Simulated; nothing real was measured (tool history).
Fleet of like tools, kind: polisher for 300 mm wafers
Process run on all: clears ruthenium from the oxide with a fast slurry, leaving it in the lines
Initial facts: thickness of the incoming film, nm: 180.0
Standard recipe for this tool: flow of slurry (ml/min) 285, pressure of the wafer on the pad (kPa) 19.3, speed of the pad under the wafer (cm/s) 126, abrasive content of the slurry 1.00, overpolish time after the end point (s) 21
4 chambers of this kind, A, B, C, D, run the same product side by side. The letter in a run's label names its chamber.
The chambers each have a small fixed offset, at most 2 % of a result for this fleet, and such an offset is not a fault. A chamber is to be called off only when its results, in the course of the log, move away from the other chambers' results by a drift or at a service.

run,day,flow of slurry (ml/min),pressure of the wafer on the pad (kPa),speed of the pad under the wafer (cm/s),abrasive content of the slurry,overpolish time after the end point (s),wafers polished on this pad,hours since the slurry nozzle was cleaned,hours since the head pressure was calibrated,hours since the slurry blender was calibrated,time until the end point was called (s),dishing of a wide line in a test structure (nm)
1A,0.317,285,19.3,126,1.00,21,764,48.0,79.8,255.0,30.585,58.888
2D,0.562,285,19.3,126,1.00,21,1109,261.1,764.0,79.7,30.738,58.150
3B,0.792,285,19.3,126,1.00,21,319,98.2,337.4,79.5,31.644,57.965
4C,1.071,285,19.3,126,1.00,21,548,259.7,830.5,53.9,31.898,55.648
# day 1.092: chamber C: worn pad replaced by a new one
5A,1.242,285,19.3,126,1.00,21,1038,70.2,102.0,277.2,30.808,57.266
6B,1.425,285,19.3,126,1.00,21,507,113.4,352.6,94.7,30.462,58.478
# day 1.546: chamber D: worn pad replaced by a new one
7C,1.604,230,19.3,126,1.00,13,152,272.5,843.3,66.7,32.239,43.480
# day 1.758: chamber B: worn pad replaced by a new one
# day 1.938: chamber C: head pressure recalibrated
8D,1.958,230,19.3,126,1.00,13,123,294.6,797.5,113.2,31.573,44.691
# day 2.112: chamber A: slurry blender recalibrated
9D,2.254,230,19.3,126,1.00,13,210,301.7,804.6,120.3,31.482,44.672
# day 2.338: chamber A: worn pad replaced by a new one
10B,2.408,230,19.3,126,1.00,13,192,137.0,376.2,118.3,31.326,44.939
11A,2.708,285,19.3,126,1.00,21,110,105.4,137.2,14.4,30.853,57.794
12C,2.942,285,19.3,126,1.00,21,548,304.6,24.2,98.8,31.038,57.334
13D,3.275,285,19.3,126,1.00,21,513,326.2,829.1,144.8,30.213,55.643
# day 3.358: chamber B: head pressure recalibrated
# day 3.462: chamber C: worn pad replaced by a new one
14A,3.579,285,19.3,126,1.00,21,368,126.3,158.1,35.3,30.303,57.397
15C,3.775,285,19.3,126,1.00,21,93,324.6,44.2,118.8,30.698,56.066
# day 4.104: chamber B: worn pad replaced by a new one
16B,4.117,285,19.3,126,1.00,21,3,178.0,18.2,159.3,31.077,57.016
17D,4.433,285,19.3,126,1.00,21,856,354.0,856.9,172.6,30.923,57.768
18C,4.592,285,19.3,126,1.00,21,334,344.2,63.8,138.4,30.416,55.645
19B,4.808,285,19.3,126,1.00,21,208,194.6,34.8,175.9,31.409,57.986
20A,5.054,285,24.1,126,1.00,21,805,161.7,193.5,70.7,24.855,64.843
21A,5.262,285,24.1,126,1.00,21,866,166.7,198.5,75.7,23.856,64.045
# day 5.433: chamber C: worn pad replaced by a new one
22B,5.488,285,24.1,126,1.00,21,409,210.9,51.1,192.2,25.580,64.423
23D,5.829,285,24.1,126,1.00,21,1269,387.5,890.4,206.1,23.878,63.106
# day 5.975: chamber B: worn pad replaced by a new one
# day 5.988: chamber A: worn pad replaced by a new one
24C,6.062,285,19.3,126,1.00,21,187,379.5,99.1,173.7,31.279,56.407
# day 6.238: chamber D: head pressure recalibrated
25A,6.312,285,19.3,126,1.00,21,96,191.9,223.7,100.9,29.997,59.381
# day 6.392: chamber D: worn pad replaced by a new one
# day 6.504: chamber D: slurry nozzle cleaned
26B,6.579,285,19.3,126,1.00,21,179,237.1,77.3,218.4,32.066,56.868
27D,6.908,355,19.3,148,1.00,21,154,9.8,16.1,232.0,26.443,62.294
28C,7.175,355,19.3,148,1.00,21,516,406.2,125.8,200.4,26.187,61.428
29C,7.354,355,19.3,148,1.00,21,569,410.5,130.1,204.7,26.561,62.784
# day 7.642: chamber C: worn pad replaced by a new one
30A,7.700,355,19.3,148,1.00,21,507,225.2,257.0,134.2,25.795,61.682
# day 7.792: chamber B: slurry nozzle cleaned
31B,7.888,285,19.3,126,0.75,21,567,2.3,108.7,249.8,36.147,56.177
32D,8.188,285,19.3,126,0.75,21,532,40.5,46.8,262.7,35.892,53.658
# day 8.371: chamber B: worn pad replaced by a new one
33A,8.442,285,19.3,126,0.75,21,727,243.0,274.8,152.0,36.003,54.586
34C,8.629,285,19.3,126,0.75,21,293,441.1,160.7,235.3,35.377,54.560
35D,8.954,285,19.3,126,1.00,21,759,58.9,65.2,281.1,31.239,57.201
36B,9.312,285,19.3,126,1.00,21,279,36.5,142.9,284.0,30.145,57.470
37C,9.529,285,19.3,126,1.00,21,559,462.7,182.3,256.9,31.849,56.650
# day 9.729: chamber A: worn pad replaced by a new one
38A,9.862,285,19.3,126,1.00,21,39,277.1,308.9,186.1,30.616,58.886
39B,10.021,285,19.3,126,1.00,21,489,53.5,159.9,301.0,31.228,57.514
40D,10.346,285,19.3,126,1.00,21,1172,92.3,98.6,314.5,30.229,55.644

Is one chamber off against the others, does the gauge drift, or is nothing wrong? If a chamber is off, say which, and what the likeliest cause is.

Nothing is wrong: each chamber keeps only its own small, steady offset and the gauge holds still.

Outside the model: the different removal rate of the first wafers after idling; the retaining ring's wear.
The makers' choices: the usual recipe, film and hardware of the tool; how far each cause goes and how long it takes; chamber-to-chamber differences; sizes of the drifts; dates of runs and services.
